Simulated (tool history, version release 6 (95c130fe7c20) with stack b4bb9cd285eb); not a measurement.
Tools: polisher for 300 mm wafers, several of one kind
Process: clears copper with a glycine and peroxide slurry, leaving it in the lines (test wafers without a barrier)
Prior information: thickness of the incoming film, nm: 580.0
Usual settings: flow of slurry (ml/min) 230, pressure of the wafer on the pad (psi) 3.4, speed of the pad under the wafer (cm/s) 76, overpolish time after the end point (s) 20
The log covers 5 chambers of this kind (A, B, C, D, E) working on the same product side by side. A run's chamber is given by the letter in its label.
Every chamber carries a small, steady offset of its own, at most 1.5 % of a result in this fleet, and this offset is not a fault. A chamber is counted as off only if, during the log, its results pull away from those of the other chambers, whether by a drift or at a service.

run,hour,flow of slurry (ml/min),pressure of the wafer on the pad (psi),speed of the pad under the wafer (cm/s),overpolish time after the end point (s),time until the end point was called (s),dishing of a wide line in a test structure (Å)
1A,4.2,230,3.4,76,20,104.71,676.52
2B,6.7,230,3.4,76,20,106.06,672.48
3E,9.1,230,3.4,76,20,105.57,682.27
4D,13.5,230,3.4,76,20,104.69,686.74
5C,16.5,230,3.4,76,20,105.24,699.48
# hour 17.2: chamber A: worn pad replaced by a new one
6D,18.9,230,3.4,76,20,104.38,682.1
7C,21.4,230,3.4,76,20,103.14,666.22
8B,23.8,260,4,76,20,90.039,766.27
# hour 25.8: chamber D: worn pad replaced by a new one
9E,28.3,260,4,76,20,91.62,763.44
# hour 28.7: chamber C: worn pad replaced by a new one
# hour 28.9: chamber B: worn pad replaced by a new one
10A,30.5,260,4,76,20,88.21,744.49
11B,32.9,260,4,76,20,89.175,745.26
12E,35.6,260,4,76,20,92.572,783.64
13D,37.8,230,3.4,76,20,107.59,649.95
14C,40.5,230,3.4,76,20,107.05,674.62
15A,45,230,3.4,76,20,105.14,665.21
16A,48.7,230,3.4,76,20,104.68,678.16
17C,51.7,230,3.4,76,20,103.93,650.26
18B,55.8,230,3.4,76,20,105.41,669.81
19D,60.1,230,3.4,76,20,105.06,655.18
20E,63.6,230,3.4,76,20,103.59,662.13
21A,66.5,230,3.4,76,20,104.4,697.12
# hour 69.1: chamber A: worn pad replaced by a new one
# hour 70.1: chamber C: worn pad replaced by a new one
22E,70.5,230,3.4,76,20,103.08,667.96
23D,73.3,230,3.4,76,20,105.68,656.26
24C,76.1,230,3.4,76,20,105.28,690.53
25B,80.4,230,3.4,76,20,104.69,670.7
# hour 81.3: chamber B: worn pad replaced by a new one
26C,83.6,230,3.4,76,20,104.17,671.89
27A,86,230,3.4,76,20,103.86,684.03
# hour 87.1: chamber A: slurry nozzle cleaned
28B,89.8,230,3.4,76,20,104.4,678.46
29D,92.3,230,3.4,76,20,107.47,663.37
30E,95.4,230,3.4,76,20,106.54,673.26
# hour 98.8: chamber E: worn pad replaced by a new one
31A,99.6,230,3.4,76,20,105.1,703.85
32E,102,230,3.4,76,20,102.5,681.29
33D,104.8,230,3.4,76,20,105.16,657.98
34B,108.5,230,3.4,76,20,103.86,688.77
35C,111.8,230,3.4,76,20,103.69,673.12
# hour 112.1: chamber C: worn pad replaced by a new one
36D,116.3,230,3.4,76,20,104.47,681.39
37E,118.6,230,3.4,76,20,105.67,672.26
38C,123,230,3.4,76,20,104.1,688.97
39B,127.3,230,3.4,76,20,105.32,673.39
40A,130.6,230,3.4,76,20,105.94,696.15
41E,133.3,230,3.4,76,20,104.73,668.92

Has any chamber moved away from the others, gradually or after a service, or does the common gauge drift, or do the chambers differ only by their own small steady offsets? State the chamber and the most likely cause if one applies.

Beyond each chamber's small constant offset nothing stands out, and the gauge stays steady.

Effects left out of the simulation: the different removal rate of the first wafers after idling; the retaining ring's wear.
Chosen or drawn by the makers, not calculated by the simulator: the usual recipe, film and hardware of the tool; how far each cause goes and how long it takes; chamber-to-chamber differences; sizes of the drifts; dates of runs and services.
